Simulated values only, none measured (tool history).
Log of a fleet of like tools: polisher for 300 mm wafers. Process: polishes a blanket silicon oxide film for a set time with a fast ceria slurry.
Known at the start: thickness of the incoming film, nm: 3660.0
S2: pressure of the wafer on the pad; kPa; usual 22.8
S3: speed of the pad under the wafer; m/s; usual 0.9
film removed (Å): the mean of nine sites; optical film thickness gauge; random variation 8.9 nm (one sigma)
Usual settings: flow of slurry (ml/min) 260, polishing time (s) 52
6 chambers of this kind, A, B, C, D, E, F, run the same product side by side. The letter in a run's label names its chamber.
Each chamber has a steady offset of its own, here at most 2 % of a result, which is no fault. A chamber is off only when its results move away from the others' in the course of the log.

Run 1D, day 0.288: usual settings. Result: film removed (Å) 10428.
Run 2F, day 0.454: usual settings. Result: film removed (Å) 10618.
Run 3E, day 0.683: usual settings. Result: film removed (Å) 10486.
Run 4A, day 0.854: usual settings. Result: film removed (Å) 10841.
At day 1.058: chamber E: worn pad replaced by a new one.
Run 5C, day 1.075: usual settings. Result: film removed (Å) 10582.
Run 6B, day 1.321: usual settings. Result: film removed (Å) 10469.
At day 1.542: chamber C: worn pad replaced by a new one.
Run 7A, day 1.6: usual settings. Result: film removed (Å) 10766.
Run 8D, day 1.846: usual settings. Result: film removed (Å) 10471.
Run 9F, day 1.975: usual settings but polishing time (s) 44. Result: film removed (Å) 9037.9.
Run 10E, day 2.183: usual settings but polishing time (s) 44. Result: film removed (Å) 8925.6.
At day 2.45: chamber B: worn pad replaced by a new one.
Run 11B, day 2.454: usual settings but polishing time (s) 44. Result: film removed (Å) 9030.3.
At day 2.488: chamber D: slurry nozzle cleaned.
At day 2.567: chamber A: worn pad replaced by a new one.
Run 12C, day 2.692: usual settings but polishing time (s) 44. Result: film removed (Å) 8849.8.
Run 13F, day 2.975: usual settings but polishing time (s) 44. Result: film removed (Å) 9036.1.
Run 14A, day 3.229: usual settings but polishing time (s) 44. Result: film removed (Å) 9084.1.
At day 3.417: chamber F: worn pad replaced by a new one.
Run 15C, day 3.475: usual settings. Result: film removed (Å) 10226.
Run 16D, day 3.662: usual settings but flow of slurry (ml/min) 285. Result: film removed (Å) 10677.
Run 17B, day 3.821: usual settings but flow of slurry (ml/min) 285. Result: film removed (Å) 10772.
Run 18E, day 4.025: usual settings but flow of slurry (ml/min) 285. Result: film removed (Å) 10757.
Run 19D, day 4.171: usual settings but flow of slurry (ml/min) 285. Result: film removed (Å) 10398.
Run 20F, day 4.329: usual settings but flow of slurry (ml/min) 285. Result: film removed (Å) 10595.
Run 21B, day 4.6: usual settings but flow of slurry (ml/min) 285. Result: film removed (Å) 10685.
Run 22A, day 4.862: usual settings. Result: film removed (Å) 10833.
Run 23E, day 5.083: usual settings. Result: film removed (Å) 10847.
Run 24C, day 5.229: usual settings. Result: film removed (Å) 10447.
At day 5.425: chamber E: worn pad replaced by a new one.
Run 25F, day 5.475: usual settings. Result: film removed (Å) 10592.
At day 5.5: chamber E: head pressure recalibrated.
At day 5.504: chamber A: worn pad replaced by a new one.
Run 26E, day 5.621: usual settings. Result: film removed (Å) 10473.
At day 5.746: chamber E: slurry nozzle cleaned.
At day 5.771: chamber D: worn pad replaced by a new one.
Run 27C, day 5.862: usual settings. Result: film removed (Å) 10596.
Run 28B, day 6.096: usual settings. Result: film removed (Å) 10569.
Run 29D, day 6.258: usual settings. Result: film removed (Å) 10488.
Run 30A, day 6.467: usual settings. Result: film removed (Å) 10870.
Run 31D, day 6.617: usual settings. Result: film removed (Å) 10491.
At day 6.742: chamber B: slurry nozzle cleaned.
Run 32C, day 6.904: usual settings but flow of slurry (ml/min) 215, S2 26.2 kPa. Result: film removed (Å) 11905.
At day 7.042: chamber C: head pressure recalibrated.
Run 33A, day 7.075: usual settings but flow of slurry (ml/min) 215, S2 26.2 kPa. Result: film removed (Å) 12169.
Run 34B, day 7.279: usual settings but flow of slurry (ml/min) 215, S2 26.2 kPa. Result: film removed (Å) 11872.
Run 35E, day 7.45: usual settings but flow of slurry (ml/min) 215, S2 26.2 kPa. Result: film removed (Å) 12115.
Run 36F, day 7.729: usual settings but flow of slurry (ml/min) 215, S2 26.2 kPa. Result: film removed (Å) 11955.
At day 7.788: chamber F: worn pad replaced by a new one.
At day 7.838: chamber C: worn pad replaced by a new one.
Run 37D, day 7.983: usual settings but flow of slurry (ml/min) 215, S2 26.2 kPa. Result: film removed (Å) 11942.
Run 38B, day 8.142: usual settings. Result: film removed (Å) 10537.
At day 8.221: chamber F: head pressure recalibrated.
Run 39F, day 8.367: usual settings. Result: film removed (Å) 10421.
Run 40C, day 8.567: usual settings. Result: film removed (Å) 10588.
Run 41A, day 8.75: usual settings. Result: film removed (Å) 10665.

All 6 chambers run these settings next. Forecast each chamber's results:
Run 42A, day 8.962: usual settings but flow of slurry (ml/min) 180. Result: film removed (Å) ?.
Run 42B, day 8.962: usual settings but flow of slurry (ml/min) 180. Result: film removed (Å) ?.
Run 42C, day 8.962: usual settings but flow of slurry (ml/min) 180. Result: film removed (Å) ?.
Run 42D, day 8.962: usual settings but flow of slurry (ml/min) 180. Result: film removed (Å) ?.
Run 42E, day 8.962: usual settings but flow of slurry (ml/min) 180. Result: film removed (Å) ?.
Run 42F, day 8.962: usual settings but flow of slurry (ml/min) 180. Result: film removed (Å) ?.

run  film removed (Å)
42A             10296
42B             10120
42C             10107
42D             10034
42E            9908.3
42F            9879.4

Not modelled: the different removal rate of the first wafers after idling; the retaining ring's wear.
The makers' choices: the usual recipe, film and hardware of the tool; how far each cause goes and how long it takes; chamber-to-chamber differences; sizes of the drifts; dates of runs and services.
